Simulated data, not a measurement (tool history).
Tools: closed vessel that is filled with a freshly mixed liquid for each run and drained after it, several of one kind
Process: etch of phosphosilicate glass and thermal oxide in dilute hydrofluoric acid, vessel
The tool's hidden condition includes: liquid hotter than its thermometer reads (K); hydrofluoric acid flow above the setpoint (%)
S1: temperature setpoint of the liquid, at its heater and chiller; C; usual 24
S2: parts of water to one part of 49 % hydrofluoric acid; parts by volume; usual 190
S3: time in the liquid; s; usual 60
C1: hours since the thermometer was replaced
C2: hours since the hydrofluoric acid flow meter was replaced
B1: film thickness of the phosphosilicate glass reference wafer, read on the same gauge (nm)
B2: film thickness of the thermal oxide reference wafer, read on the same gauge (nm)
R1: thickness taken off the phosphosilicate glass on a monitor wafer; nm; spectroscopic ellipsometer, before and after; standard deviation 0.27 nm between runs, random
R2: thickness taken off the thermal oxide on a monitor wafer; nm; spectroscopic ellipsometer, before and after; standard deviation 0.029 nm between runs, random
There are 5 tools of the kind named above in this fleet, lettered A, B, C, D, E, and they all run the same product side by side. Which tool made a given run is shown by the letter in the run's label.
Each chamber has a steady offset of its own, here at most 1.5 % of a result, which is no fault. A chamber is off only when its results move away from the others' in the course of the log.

Run 1A, hour 5.4: usual settings; C1 459.3; C2 1103.6; B1 150.00; B2 30.011. Result: R1 30.586 nm, R2 1.3406 nm.
Run 2B, hour 13.7: usual settings; C1 110.3; C2 1257.5; B1 150.01; B2 30.003. Result: R1 30.107 nm, R2 1.3599 nm.
Run 3C, hour 19.1: usual settings; C1 1792.7; C2 527.7; B1 149.96; B2 29.993. Result: R1 29.944 nm, R2 1.3573 nm.
Run 4E, hour 25.5: usual settings; C1 1600.9; C2 607.7; B1 150.00; B2 30.022. Result: R1 30.113 nm, R2 1.3768 nm.
Run 5D, hour 34.4: usual settings; C1 205.3; C2 688.7; B1 150.01; B2 30.012. Result: R1 30.453 nm, R2 1.3167 nm.
Run 6A, hour 42.3: usual settings; C1 496.2; C2 1140.5; B1 150.03; B2 29.932. Result: R1 30.277 nm, R2 1.3349 nm.
Run 7E, hour 49.5: usual settings; C1 1624.9; C2 631.7; B1 150.01; B2 30.004. Result: R1 30.174 nm, R2 1.3509 nm.
Run 8D, hour 58.6: usual settings but S2 155 parts by volume; C1 229.5; C2 712.9; B1 149.98; B2 30.036. Result: R1 38.751 nm, R2 1.7191 nm.
Run 9C, hour 65.9: usual settings but S2 155 parts by volume; C1 1839.5; C2 574.5; B1 149.98; B2 30.017. Result: R1 37.515 nm, R2 1.6697 nm.
Run 10B, hour 74.8: usual settings but S2 155 parts by volume; C1 171.4; C2 1318.6; B1 149.98; B2 29.983. Result: R1 38.593 nm, R2 1.6854 nm.
Run 11C, hour 82.0: usual settings but S2 155 parts by volume; C1 1855.6; C2 590.6; B1 150.01; B2 29.979. Result: R1 38.066 nm, R2 1.7007 nm.
Run 12D, hour 86.6: usual settings but S2 155 parts by volume; C1 257.5; C2 740.9; B1 150.05; B2 30.030. Result: R1 37.922 nm, R2 1.6283 nm.
Run 13A, hour 94.2: usual settings; C1 548.1; C2 1192.4; B1 150.00; B2 29.946. Result: R1 30.486 nm, R2 1.3620 nm.
Run 14E, hour 102.6: usual settings; C1 1678.0; C2 684.8; B1 150.00; B2 29.954. Result: R1 30.022 nm, R2 1.2884 nm.
Run 15B, hour 107.9: usual settings; C1 204.5; C2 1351.7; B1 149.98; B2 29.998. Result: R1 30.140 nm, R2 1.3307 nm.
Run 16B, hour 114.7: usual settings; C1 211.3; C2 1358.5; B1 150.02; B2 30.022. Result: R1 30.889 nm, R2 1.2698 nm.
Run 17A, hour 122.9: usual settings; C1 576.8; C2 1221.1; B1 149.99; B2 30.048. Result: R1 30.406 nm, R2 1.3146 nm.
Run 18D, hour 129.3: usual settings; C1 300.2; C2 783.6; B1 150.01; B2 29.948. Result: R1 30.155 nm, R2 1.3347 nm.
At hour 135.2: chamber B: hydrofluoric acid flow meter replaced.
Run 19E, hour 137.1: usual settings; C1 1712.5; C2 719.3; B1 150.02; B2 30.038. Result: R1 29.815 nm, R2 1.2938 nm.
Run 20C, hour 144.4: usual settings; C1 1918.0; C2 653.0; B1 149.96; B2 29.972. Result: R1 29.421 nm, R2 1.2966 nm.
Run 21C, hour 148.6: usual settings; C1 1922.2; C2 657.2; B1 149.99; B2 29.973. Result: R1 30.004 nm, R2 1.3608 nm.
Run 22D, hour 154.2: usual settings; C1 325.1; C2 808.5; B1 149.99; B2 30.020. Result: R1 30.421 nm, R2 1.3411 nm.
Run 23A, hour 158.6: usual settings; C1 612.5; C2 1256.8; B1 149.99; B2 29.950. Result: R1 30.250 nm, R2 1.3402 nm.
Run 24E, hour 164.1: usual settings; C1 1739.5; C2 746.3; B1 150.03; B2 30.061. Result: R1 30.269 nm, R2 1.3228 nm.
Run 25B, hour 168.1: usual settings; C1 264.7; C2 32.9; B1 150.00; B2 30.034. Result: R1 30.288 nm, R2 1.3180 nm.
Run 26D, hour 177.1: usual settings; C1 348.0; C2 831.4; B1 149.96; B2 29.983. Result: R1 30.238 nm, R2 1.3075 nm.
Run 27B, hour 185.4: usual settings; C1 282.0; C2 50.2; B1 149.97; B2 29.995. Result: R1 30.459 nm, R2 1.3343 nm.
Run 28C, hour 193.0: usual settings; C1 1966.6; C2 701.6; B1 150.00; B2 29.986. Result: R1 29.567 nm, R2 1.3193 nm.
Run 29E, hour 198.2: usual settings; C1 1773.6; C2 780.4; B1 150.01; B2 30.005. Result: R1 30.489 nm, R2 1.2798 nm.
Run 30A, hour 202.9: usual settings; C1 656.8; C2 1301.1; B1 150.01; B2 30.006. Result: R1 30.590 nm, R2 1.3282 nm.
Run 31B, hour 210.8: usual settings; C1 307.4; C2 75.6; B1 149.98; B2 29.950. Result: R1 30.634 nm, R2 1.3223 nm.
Run 32E, hour 218.6: usual settings; C1 1794.0; C2 800.8; B1 150.03; B2 29.974. Result: R1 30.517 nm, R2 1.3484 nm.

All 5 chambers run these settings next. Forecast each chamber's results:
Run 33A, hour 225.2: usual settings. Result: R1 ?, R2 ?.
Run 33B, hour 225.2: usual settings. Result: R1 ?, R2 ?.
Run 33C, hour 225.2: usual settings. Result: R1 ?, R2 ?.
Run 33D, hour 225.2: usual settings. Result: R1 ?, R2 ?.
Run 33E, hour 225.2: usual settings. Result: R1 ?, R2 ?.

run      R1      R2
33A  30.611  1.3327
33B  30.150  1.3239
33C  29.845  1.3534
33D  30.914  1.3508
33E  30.246  1.3231

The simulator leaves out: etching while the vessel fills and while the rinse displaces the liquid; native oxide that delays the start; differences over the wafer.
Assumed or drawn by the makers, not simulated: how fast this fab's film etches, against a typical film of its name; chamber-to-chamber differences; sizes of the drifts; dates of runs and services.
